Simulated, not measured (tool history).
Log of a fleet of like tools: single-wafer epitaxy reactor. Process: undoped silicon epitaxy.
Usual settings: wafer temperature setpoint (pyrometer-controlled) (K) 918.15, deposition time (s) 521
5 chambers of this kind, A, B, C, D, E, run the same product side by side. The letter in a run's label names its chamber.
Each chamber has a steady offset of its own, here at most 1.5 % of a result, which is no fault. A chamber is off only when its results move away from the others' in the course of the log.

run,hour,wafer temperature setpoint (pyrometer-controlled) (K),deposition time (s),hours since the last pyrometer calibration,"read-back reference wafer on the same gauge, thickness_nm",mean film thickness on the monitor wafer (angstrom)
1C,7,918.15,521,2322.2,67.839,792.24
2B,11.6,918.15,521,401.9,67.892,777.5
3E,16.6,918.15,521,2102.4,67.892,775.78
4A,24.2,918.15,521,1761,67.899,793.69
5D,30.5,918.15,521,429.7,67.959,789.11
6E,35.7,918.15,521,2121.5,67.902,775.08
7A,40.5,918.15,521,1777.3,67.854,793.4
8C,45.7,918.15,521,2360.9,67.902,794.55
9B,51.3,918.15,521,441.6,67.931,784.42
10D,58.6,918.15,521,457.8,67.878,789.39
11D,66.6,918.15,521,465.8,67.886,785.16
# hour 67.1: chamber A: pyrometer calibrated
12E,72.3,918.15,521,2158.1,67.909,773.01
13A,76,918.15,521,8.9,67.975,807.61
14B,80.2,918.15,521,470.5,67.871,779.2
15C,85.8,918.15,521,2401,67.911,787.72
16C,92.6,918.15,521,2407.8,67.91,791.82
17D,98.8,918.15,521,498,67.894,784.98
18B,106.9,918.15,521,497.2,67.877,779.98
19E,114.8,913.15,521,2200.6,67.965,696.06
20A,118.6,913.15,521,51.5,67.862,718.33
21D,125.8,913.15,521,525,67.9,709.63
22A,131.1,913.15,521,64,67.889,722.63
23B,138,913.15,521,528.3,67.938,702.39
24C,141.8,918.15,521,2457,67.895,789.76
25E,146.7,918.15,521,2232.5,67.941,775.42
26A,150.8,918.15,521,83.7,67.86,802.81
27B,155.3,918.15,521,545.6,67.852,774.76
28C,163.4,918.15,521,2478.6,67.864,792.34
29D,170.8,907.15,521,570,67.944,617.07
30E,174.6,907.15,521,2260.4,67.874,606.19
31D,181.4,907.15,521,580.6,67.846,617.23
32A,186.5,907.15,521,119.4,67.937,631.31
33C,193.5,907.15,521,2508.7,67.866,616.53
34B,198.7,918.15,521,589,67.861,780.25
35E,204.4,918.15,521,2290.2,67.897,771.34

Next, every chamber runs the same settings. What will each give?
36A,210.3,918.15,521,,,?
36B,210.3,918.15,521,,,?
36C,210.3,918.15,521,,,?
36D,210.3,918.15,521,,,?
36E,210.3,918.15,521,,,?

run,mean film thickness on the monitor wafer (angstrom)
36A,807.36
36B,772.77
36C,791.15
36D,790.12
36E,780.82
